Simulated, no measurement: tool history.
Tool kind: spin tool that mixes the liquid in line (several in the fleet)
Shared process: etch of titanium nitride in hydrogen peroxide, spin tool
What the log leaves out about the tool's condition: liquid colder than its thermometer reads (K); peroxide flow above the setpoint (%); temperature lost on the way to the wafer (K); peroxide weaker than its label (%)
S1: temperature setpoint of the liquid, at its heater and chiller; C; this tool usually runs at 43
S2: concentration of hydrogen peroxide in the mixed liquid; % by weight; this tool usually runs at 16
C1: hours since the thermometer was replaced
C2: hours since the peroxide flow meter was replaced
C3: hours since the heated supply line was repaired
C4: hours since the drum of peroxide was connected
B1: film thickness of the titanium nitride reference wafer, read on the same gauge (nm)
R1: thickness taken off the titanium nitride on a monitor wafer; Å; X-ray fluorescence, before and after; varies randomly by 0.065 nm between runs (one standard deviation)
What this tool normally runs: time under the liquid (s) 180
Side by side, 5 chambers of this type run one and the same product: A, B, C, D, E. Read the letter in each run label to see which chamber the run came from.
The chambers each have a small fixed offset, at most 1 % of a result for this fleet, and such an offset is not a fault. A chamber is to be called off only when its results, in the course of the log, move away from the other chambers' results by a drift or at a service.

run 1B hour=13.7 | S1=43 S2=16 time_under_the_liquid_(s)=180 | C1=2808.2 C2=1243 C3=488.3 C4=1274.6 | B1=120.04 | R1=79.11
-- hour=18 chamber E: peroxide flow meter replaced
run 2C hour=23.2 | S1=43 S2=16 time_under_the_liquid_(s)=180 | C1=457.8 C2=1825.4 C3=1147.2 C4=1052.7 | B1=120 | R1=79.159
run 3D hour=32.8 | S1=43 S2=16 time_under_the_liquid_(s)=180 | C1=1306.7 C2=1362 C3=766.2 C4=315.9 | B1=120 | R1=80.383
run 4A hour=43 | S1=43 S2=16 time_under_the_liquid_(s)=180 | C1=439.4 C2=556.8 C3=533.8 C4=157.4 | B1=119.97 | R1=80.348
run 5E hour=49.4 | S1=43 S2=16 time_under_the_liquid_(s)=180 | C1=800.9 C2=31.5 C3=853.8 C4=518 | B1=120.04 | R1=78.901
run 6E hour=61.8 | S1=43 S2=16 time_under_the_liquid_(s)=180 | C1=813.3 C2=43.9 C3=866.2 C4=530.4 | B1=120 | R1=79.664
run 7B hour=75.8 | S1=43 S2=16 time_under_the_liquid_(s)=180 | C1=2870.3 C2=1305.1 C3=550.4 C4=1336.7 | B1=119.97 | R1=79.701
run 8D hour=86 | S1=43 S2=16 time_under_the_liquid_(s)=180 | C1=1359.9 C2=1415.2 C3=819.4 C4=369.1 | B1=120.02 | R1=78.198
run 9A hour=99.1 | S1=43 S2=16 time_under_the_liquid_(s)=180 | C1=495.5 C2=612.9 C3=589.9 C4=213.5 | B1=119.98 | R1=79.303
-- hour=103 chamber B: thermometer replaced
run 10C hour=107.3 | S1=43 S2=16 time_under_the_liquid_(s)=180 | C1=541.9 C2=1909.5 C3=1231.3 C4=1136.8 | B1=119.99 | R1=79.524
run 11A hour=118.6 | S1=43 S2=16 time_under_the_liquid_(s)=180 | C1=515 C2=632.4 C3=609.4 C4=233 | B1=120 | R1=79.729
-- hour=125 chamber B: new drum of peroxide connected
run 12E hour=126.1 | S1=43 S2=16 time_under_the_liquid_(s)=180 | C1=877.6 C2=108.2 C3=930.5 C4=594.7 | B1=120.01 | R1=79.454
run 13B hour=133.7 | S1=43 S2=16 time_under_the_liquid_(s)=180 | C1=30.8 C2=1363 C3=608.3 C4=8.7 | B1=120.01 | R1=79.709
-- hour=140 chamber E: new drum of peroxide connected
run 14C hour=142.8 | S1=43 S2=16 time_under_the_liquid_(s)=180 | C1=577.4 C2=1945 C3=1266.8 C4=1172.3 | B1=119.99 | R1=79.084
run 15D hour=155.6 | S1=43 S2=16 time_under_the_liquid_(s)=180 | C1=1429.5 C2=1484.8 C3=889 C4=438.7 | B1=120.01 | R1=77.268
-- hour=158.1 chamber E: heated supply line repaired
-- hour=165.5 chamber C: new drum of peroxide connected
run 16E hour=167.1 | S1=43 S2=16 time_under_the_liquid_(s)=180 | C1=918.6 C2=149.2 C3=9 C4=27.2 | B1=120 | R1=79.288
run 17A hour=173.4 | S1=43 S2=13.5 time_under_the_liquid_(s)=180 | C1=569.8 C2=687.2 C3=664.2 C4=287.8 | B1=119.99 | R1=75.393
run 18C hour=187.2 | S1=43 S2=13.5 time_under_the_liquid_(s)=180 | C1=621.8 C2=1989.4 C3=1311.2 C4=21.8 | B1=120 | R1=76.811
run 19B hour=197.3 | S1=43 S2=13.5 time_under_the_liquid_(s)=180 | C1=94.4 C2=1426.6 C3=671.9 C4=72.3 | B1=120.04 | R1=76.926
run 20D hour=208.5 | S1=43 S2=13.5 time_under_the_liquid_(s)=180 | C1=1482.4 C2=1537.7 C3=941.9 C4=491.6 | B1=119.99 | R1=72.285
run 21C hour=218.5 | S1=43 S2=13.5 time_under_the_liquid_(s)=180 | C1=653.1 C2=2020.7 C3=1342.5 C4=53.1 | B1=119.99 | R1=76.984
run 22A hour=226 | S1=43 S2=16 time_under_the_liquid_(s)=180 | C1=622.4 C2=739.8 C3=716.8 C4=340.4 | B1=120.02 | R1=77.763
run 23D hour=236 | S1=43 S2=16 time_under_the_liquid_(s)=180 | C1=1509.9 C2=1565.2 C3=969.4 C4=519.1 | B1=119.98 | R1=74.42
run 24B hour=246.6 | S1=43 S2=16 time_under_the_liquid_(s)=180 | C1=143.7 C2=1475.9 C3=721.2 C4=121.6 | B1=120 | R1=80.366
run 25E hour=259.9 | S1=43 S2=16 time_under_the_liquid_(s)=180 | C1=1011.4 C2=242 C3=101.8 C4=120 | B1=120.04 | R1=78.566
run 26B hour=272.5 | S1=43 S2=16 time_under_the_liquid_(s)=180 | C1=169.6 C2=1501.8 C3=747.1 C4=147.5 | B1=120.03 | R1=80.01
-- hour=274.4 chamber C: heated supply line repaired
run 27C hour=282.2 | S1=43 S2=16 time_under_the_liquid_(s)=180 | C1=716.8 C2=2084.4 C3=7.8 C4=116.8 | B1=120 | R1=80.204
run 28E hour=290.8 | S1=52 S2=16 time_under_the_liquid_(s)=180 | C1=1042.3 C2=272.9 C3=132.7 C4=150.9 | B1=120.01 | R1=152.24
run 29A hour=304.3 | S1=52 S2=16 time_under_the_liquid_(s)=180 | C1=700.7 C2=818.1 C3=795.1 C4=418.7 | B1=119.99 | R1=151.84
run 30D hour=312.5 | S1=52 S2=16 time_under_the_liquid_(s)=180 | C1=1586.4 C2=1641.7 C3=1045.9 C4=595.6 | B1=120.03 | R1=144.02
run 31D hour=326.9 | S1=52 S2=16 time_under_the_liquid_(s)=180 | C1=1600.8 C2=1656.1 C3=1060.3 C4=610 | B1=119.96 | R1=141.58
run 32A hour=336.4 | S1=52 S2=16 time_under_the_liquid_(s)=180 | C1=732.8 C2=850.2 C3=827.2 C4=450.8 | B1=119.96 | R1=151.36
run 33C hour=342.9 | S1=43 S2=16 time_under_the_liquid_(s)=180 | C1=777.5 C2=2145.1 C3=68.5 C4=177.5 | B1=120.04 | R1=80.571
run 34E hour=349.9 | S1=43 S2=16 time_under_the_liquid_(s)=180 | C1=1101.4 C2=332 C3=191.8 C4=210 | B1=119.99 | R1=79.566
run 35B hour=364 | S1=43 S2=16 time_under_the_liquid_(s)=180 | C1=261.1 C2=1593.3 C3=838.6 C4=239 | B1=120.04 | R1=80.14
-- hour=367 chamber D: thermometer replaced
run 36D hour=371.1 | S1=43 S2=16 time_under_the_liquid_(s)=180 | C1=4.1 C2=1700.3 C3=1104.5 C4=654.2 | B1=120 | R1=71.355
-- hour=371.4 chamber A: new drum of peroxide connected
run 37C hour=379.6 | S1=43 S2=16 time_under_the_liquid_(s)=180 | C1=814.2 C2=2181.8 C3=105.2 C4=214.2 | B1=119.98 | R1=79.287
run 38A hour=386.2 | S1=43 S2=16 time_under_the_liquid_(s)=180 | C1=782.6 C2=900 C3=877 C4=14.9 | B1=119.97 | R1=79.856

One chamber off, gauge drift, or nothing amiss beyond the chambers' own small offsets? If it is a chamber, which one, and what is the likeliest cause?

Chamber D drifts away from the others.
What lies behind it: temperature lost on the way to the wafer (K) = 1.45.

Below are 4 candidate recipes for chamber D's next run, each the usual settings with a change, their results shown as question marks. Which of them brings D's results back in line with what the other chambers give on the usual settings?
Maximum distance from the other chambers' mean on the usual settings for a result to count as in line: R1 2.3 Å
run 39D-1 hour=396.5 | S1=41.5 S2=16 time_under_the_liquid_(s)=170 | R1=?
run 39D-2 hour=396.5 | S1=44.5 S2=16 time_under_the_liquid_(s)=190 | R1=?
run 39D-3 hour=396.5 | S1=41.5 S2=16 time_under_the_liquid_(s)=180 | R1=?
run 39D-4 hour=396.5 | S1=43 S2=16 time_under_the_liquid_(s)=200 | R1=?

The mean the other chambers reach with the usual settings: R1 79.523 Å
run=39D-1 R1=60.412
run=39D-2 R1=85.111
run=39D-3 R1=63.966
run=39D-4 R1=79.841
Change 39D-4 lands the chamber within the allowed miss of the other chambers.
